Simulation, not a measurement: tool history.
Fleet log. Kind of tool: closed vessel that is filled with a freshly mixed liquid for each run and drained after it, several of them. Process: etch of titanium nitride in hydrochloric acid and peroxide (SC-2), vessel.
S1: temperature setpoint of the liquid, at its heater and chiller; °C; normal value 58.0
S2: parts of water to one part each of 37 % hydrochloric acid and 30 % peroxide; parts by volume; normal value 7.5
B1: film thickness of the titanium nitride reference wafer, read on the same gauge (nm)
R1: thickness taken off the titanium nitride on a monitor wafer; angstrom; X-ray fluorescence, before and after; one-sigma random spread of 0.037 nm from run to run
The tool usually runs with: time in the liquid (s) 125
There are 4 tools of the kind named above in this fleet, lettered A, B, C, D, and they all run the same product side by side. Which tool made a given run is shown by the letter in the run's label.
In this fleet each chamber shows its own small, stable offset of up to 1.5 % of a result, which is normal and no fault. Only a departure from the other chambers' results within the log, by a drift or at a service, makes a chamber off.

run 1D hour=6.1 | S1=58.0 S2=7.5 time_in_the_liquid_(s)=125 | B1=49.984 | R1=62.613
run 2B hour=12.5 | S1=58.0 S2=7.5 time_in_the_liquid_(s)=125 | B1=50.012 | R1=62.884
run 3A hour=18.5 | S1=58.0 S2=7.5 time_in_the_liquid_(s)=125 | B1=50.028 | R1=62.764
-- hour=26.9 chamber B: new drum of peroxide connected
run 4C hour=27.8 | S1=58.0 S2=7.5 time_in_the_liquid_(s)=125 | B1=50.024 | R1=64.077
run 5B hour=32.3 | S1=58.0 S2=7.5 time_in_the_liquid_(s)=125 | B1=50.035 | R1=63.223
run 6C hour=40.0 | S1=58.0 S2=4.5 time_in_the_liquid_(s)=125 | B1=49.973 | R1=93.497
run 7A hour=46.0 | S1=58.0 S2=4.5 time_in_the_liquid_(s)=125 | B1=50.002 | R1=90.819
run 8D hour=54.2 | S1=58.0 S2=4.5 time_in_the_liquid_(s)=125 | B1=49.990 | R1=90.767
-- hour=55.6 chamber A: thermometer replaced
run 9D hour=61.8 | S1=58.0 S2=4.5 time_in_the_liquid_(s)=125 | B1=50.017 | R1=91.446
run 10B hour=70.7 | S1=58.0 S2=7.5 time_in_the_liquid_(s)=125 | B1=49.996 | R1=62.893
run 11C hour=78.4 | S1=58.0 S2=7.5 time_in_the_liquid_(s)=125 | B1=49.978 | R1=63.213
run 12A hour=83.9 | S1=58.0 S2=7.5 time_in_the_liquid_(s)=125 | B1=49.972 | R1=61.779
run 13C hour=92.6 | S1=58.0 S2=7.5 time_in_the_liquid_(s)=125 | B1=49.979 | R1=63.987
run 14B hour=98.1 | S1=53.5 S2=9.0 time_in_the_liquid_(s)=125 | B1=49.994 | R1=40.626
run 15D hour=104.8 | S1=53.5 S2=9.0 time_in_the_liquid_(s)=125 | B1=50.023 | R1=40.841
run 16A hour=110.7 | S1=53.5 S2=9.0 time_in_the_liquid_(s)=125 | B1=49.962 | R1=40.242
run 17C hour=116.0 | S1=53.5 S2=9.0 time_in_the_liquid_(s)=125 | B1=50.014 | R1=41.613
run 18B hour=120.5 | S1=58.0 S2=7.5 time_in_the_liquid_(s)=125 | B1=49.993 | R1=62.302
run 19D hour=130.2 | S1=58.0 S2=6.0 time_in_the_liquid_(s)=125 | B1=49.985 | R1=72.903
run 20A hour=137.2 | S1=58.0 S2=6.0 time_in_the_liquid_(s)=125 | B1=49.998 | R1=73.476
run 21A hour=142.2 | S1=58.0 S2=6.0 time_in_the_liquid_(s)=125 | B1=49.958 | R1=75.187
run 22B hour=148.7 | S1=58.0 S2=6.0 time_in_the_liquid_(s)=125 | B1=50.004 | R1=73.815
run 23C hour=153.6 | S1=58.0 S2=7.5 time_in_the_liquid_(s)=125 | B1=50.014 | R1=63.635
run 24D hour=160.5 | S1=58.0 S2=9.0 time_in_the_liquid_(s)=125 | B1=49.989 | R1=52.742
run 25B hour=167.8 | S1=58.0 S2=9.0 time_in_the_liquid_(s)=125 | B1=49.992 | R1=54.094
run 26D hour=173.6 | S1=58.0 S2=9.0 time_in_the_liquid_(s)=125 | B1=50.005 | R1=52.562
run 27C hour=178.2 | S1=58.0 S2=9.0 time_in_the_liquid_(s)=125 | B1=49.991 | R1=54.557
run 28A hour=187.3 | S1=58.0 S2=7.5 time_in_the_liquid_(s)=125 | B1=50.011 | R1=62.444
run 29A hour=192.7 | S1=58.0 S2=7.5 time_in_the_liquid_(s)=125 | B1=50.059 | R1=63.128
run 30B hour=197.3 | S1=58.0 S2=7.5 time_in_the_liquid_(s)=125 | B1=50.006 | R1=62.659
run 31C hour=204.0 | S1=58.0 S2=7.5 time_in_the_liquid_(s)=125 | B1=49.945 | R1=63.680
run 32D hour=212.5 | S1=58.0 S2=7.5 time_in_the_liquid_(s)=125 | B1=49.958 | R1=61.073
run 33B hour=217.9 | S1=58.0 S2=7.5 time_in_the_liquid_(s)=125 | B1=50.031 | R1=63.293
run 34A hour=224.9 | S1=58.0 S2=7.5 time_in_the_liquid_(s)=125 | B1=49.996 | R1=62.936
run 35D hour=234.0 | S1=58.0 S2=7.5 time_in_the_liquid_(s)=125 | B1=50.010 | R1=59.690

The same settings go to every chamber for the next run, one line per chamber below. Forecast the results for each:
run 36A hour=241.0 | S1=58.0 S2=7.5 time_in_the_liquid_(s)=125 | R1=?
run 36B hour=241.0 | S1=58.0 S2=7.5 time_in_the_liquid_(s)=125 | R1=?
run 36C hour=241.0 | S1=58.0 S2=7.5 time_in_the_liquid_(s)=125 | R1=?
run 36D hour=241.0 | S1=58.0 S2=7.5 time_in_the_liquid_(s)=125 | R1=?

run=36A R1=62.521
run=36B R1=63.049
run=36C R1=64.015
run=36D R1=59.541
